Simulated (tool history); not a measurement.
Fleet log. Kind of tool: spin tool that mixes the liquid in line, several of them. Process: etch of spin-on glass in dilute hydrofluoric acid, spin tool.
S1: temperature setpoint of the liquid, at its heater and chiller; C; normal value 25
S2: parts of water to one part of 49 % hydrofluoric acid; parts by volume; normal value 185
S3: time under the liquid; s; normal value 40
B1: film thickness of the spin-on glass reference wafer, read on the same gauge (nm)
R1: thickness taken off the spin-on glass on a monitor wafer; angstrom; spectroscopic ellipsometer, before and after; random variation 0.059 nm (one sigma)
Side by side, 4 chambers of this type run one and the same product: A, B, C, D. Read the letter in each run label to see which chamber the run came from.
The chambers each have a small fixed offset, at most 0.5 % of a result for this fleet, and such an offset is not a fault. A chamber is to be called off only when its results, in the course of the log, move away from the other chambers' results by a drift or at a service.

run	day	S1	S2	S3	B1	R1
1D	0.521	25	185	40	149.98	83.584
2B	1.017	25	185	40	150.04	82.024
3C	1.521	25	185	40	150.02	82.867
4A	1.8	25	185	40	150	81.748
5B	2.404	25	185	40	149.99	81.661
6D	2.792	25	185	40	150	82.404
# day 3.029: chamber C: thermometer replaced
7C	3.058	25	185	40	150.01	82.158
8A	3.533	25	185	40	150	83.221
9D	4.121	25	185	40	149.98	82.308
10A	4.462	25	185	40	149.98	83.29
11B	4.958	20.5	185	20	149.99	34.939
12C	5.421	20.5	185	20	149.97	34.582
13A	5.808	20.5	185	20	149.99	35.794
14B	6.321	20.5	185	20	149.99	34.81
15C	6.867	25	185	40	150	81.421
16D	7.225	25	185	40	149.97	83.019
17B	7.646	25	185	40	150.04	82.849
18A	8.012	25	185	40	150.02	85.391
19C	8.604	25	185	40	149.98	82.4
20D	8.896	25	185	40	150.01	82.267
21C	9.333	25	185	40	149.97	82.492
22B	9.662	25	185	40	150.01	82.727
23D	10.208	25	185	40	150.01	82.644
24A	10.712	25	185	40	150	86.288
25C	11.046	25	185	40	149.99	82.574
26D	11.517	25	185	40	149.99	82.167
27B	12.096	25	185	40	149.98	83.007
28A	12.4	25	185	40	150.02	87.989
29C	12.967	25	185	40	149.96	81.932
30B	13.504	25	185	40	150.03	83.174
31A	14.008	25	185	40	150.01	87.82
32D	14.388	25	185	40	149.97	82.353
33A	14.954	25	185	40	150.04	88.467
34B	15.346	25	185	40	150.05	81.287
35D	15.904	25	210	20	150.02	35.2
36C	16.275	25	210	20	149.99	35.446

For the next run the whole fleet of 4 chambers uses the same settings. Give each chamber's results:
37A	16.712	25	230	40		?
37B	16.712	25	230	40		?
37C	16.712	25	230	40		?
37D	16.712	25	230	40		?

run	R1
37A	69.039
37B	62.849
37C	63.376
37D	62.984

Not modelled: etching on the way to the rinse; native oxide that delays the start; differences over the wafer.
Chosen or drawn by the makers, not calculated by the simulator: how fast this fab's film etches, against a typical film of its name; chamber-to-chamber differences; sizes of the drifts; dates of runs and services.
